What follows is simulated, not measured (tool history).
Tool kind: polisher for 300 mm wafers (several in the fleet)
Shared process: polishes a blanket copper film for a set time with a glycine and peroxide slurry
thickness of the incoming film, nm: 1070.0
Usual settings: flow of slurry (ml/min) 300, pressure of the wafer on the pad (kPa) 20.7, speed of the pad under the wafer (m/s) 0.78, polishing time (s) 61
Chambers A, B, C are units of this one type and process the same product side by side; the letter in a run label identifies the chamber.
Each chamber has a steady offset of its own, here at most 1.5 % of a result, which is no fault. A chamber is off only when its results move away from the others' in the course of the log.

run   hour  flow of slurry (ml/min)  pressure of the wafer on the pad (kPa)  speed of the pad under the wafer (m/s)  polishing time (s)  film removed (angstrom)
 1B   11.6                      300                                    20.7                                    0.78                  61                   3004.5
      13.5  -- chamber C: slurry nozzle cleaned
 2A   21.2                      300                                    20.7                                    0.78                  61                   2888.2
        28  -- chamber B: worn pad replaced by a new one
 3C   29.4                      300                                    20.7                                    0.78                  61                   2959.2
 4A   38.7                      300                                    20.7                                    0.78                  61                   2884.5
 5B   43.9                      300                                    20.7                                    0.78                  61                   2984.9
      46.6  -- chamber B: slurry nozzle cleaned
 6C   49.1                      300                                    20.7                                    0.78                  61                     2902
      50.5  -- chamber C: worn pad replaced by a new one
 7B   54.9                      300                                    16.5                                    0.78                  61                   2495.8
 8C   62.4                      300                                    16.5                                    0.78                  61                   2468.4
 9A   69.9                      300                                    16.5                                    0.78                  61                   2447.4
10B   81.3                      300                                    20.7                                    0.66                  61                   2607.7
11C   93.1                      300                                    20.7                                    0.66                  61                   2539.6
12A  100.5                      300                                    20.7                                    0.66                  61                   2545.5
13B  110.6                      355                                    20.7                                    0.78                  61                   2994.6
14A  120.5                      355                                    20.7                                    0.78                  61                   2972.7
     123.8  -- chamber B: worn pad replaced by a new one
15C  130.8                      355                                    20.7                                    0.78                  61                     2962
     137.3  -- chamber B: head pressure recalibrated
16A  142.5                      300                                    20.7                                    0.78                  61                   2895.8
17B  148.9                      300                                    20.7                                    0.78                  61                   2977.6
       152  -- chamber C: worn pad replaced by a new one
18C  158.5                      300                                    20.7                                    0.78                  48                   2330.1
19C  164.4                      300                                    20.7                                    0.78                  48                   2263.5
20B  173.6                      300                                    20.7                                    0.78                  48                   2345.5
21A  182.4                      300                                    20.7                                    0.78                  61                     2894
22C    193                      300                                    20.7                                    0.78                  61                   2920.1
23B  202.5                      300                                    20.7                                    1.04                  61                   3747.9
24A  212.6                      300                                    20.7                                    1.04                  61                   3571.1
25A  223.2                      300                                    20.7                                    1.04                  61                   3599.9
     223.5  -- chamber B: worn pad replaced by a new one
     234.6  -- chamber C: worn pad replaced by a new one
26B    235                      300                                    20.7                                    0.78                  61                   2972.7
27C  245.9                      300                                    22.8                                    0.92                  61                   3592.5
28A  257.6                      300                                    22.8                                    0.92                  61                     3520
29C  264.2                      300                                    22.8                                    0.92                  61                   3632.2
30B  271.3                      300                                    20.7                                    0.78                  61                   2981.4
31B  278.5                      300                                    20.7                                    0.78                  61                   2954.4
32A  283.9                      300                                    20.7                                    0.78                  61                   2852.5
       294  -- chamber B: slurry nozzle cleaned
33C  294.9                      300                                    20.7                                    0.78                  61                   2880.7
34B  303.7                      300                                    20.7                                    0.78                  61                   2988.1
35A  315.6                      300                                    20.7                                    0.78                  61                   2789.6
       319  -- chamber C: head pressure recalibrated
       323  -- chamber C: worn pad replaced by a new one
       324  -- chamber B: worn pad replaced by a new one
36C  324.4                      300                                    20.7                                    0.78                  61                   2910.7
37B  330.5                      300                                    20.7                                    0.78                  61                   2966.5
38A  339.7                      300                                    20.7                                    0.78                  61                     2745
39C  347.2                      300                                    20.7                                    0.78                  61                     2902
40A  353.8                      300                                    20.7                                    0.78                  61                   2822.9

Is one chamber off against the others, does the gauge drift, or is nothing wrong? If a chamber is off, say which, and what the likeliest cause is.

Little by little, chamber A moves away from the other chambers.
Cause: removal rate lost through wear of the pad, % = 5.26.
Not necessarily distinguishable in this log from: slurry flow missing at the pad, %; head's pressure below its setpoint, %.

Here are 4 candidates for chamber A's next run, each the usual settings with a change, their results left as question marks. Which one brings its results back in line with what the others give on the usual settings?
In line here means within this much of the mean the other chambers give on the usual settings: film removed (angstrom) 84
41A-1  362.2                      300                                      20                                    0.78                  59                        ?
41A-2  362.2                      300                                    21.4                                    0.82                  64                        ?
41A-3  362.2                      300                                    20.7                                    0.84                  61                        ?
41A-4  362.2                      300                                    19.3                                    0.78                  57                        ?

Other chambers, usual settings, mean: film removed (angstrom) 2945.5
  run  film removed (angstrom)
41A-1                   2589.8
41A-2                     3085
41A-3                   2920.3
41A-4                   2433.9
The answer is 41A-3, which returns the chamber to within the allowed miss of the others.
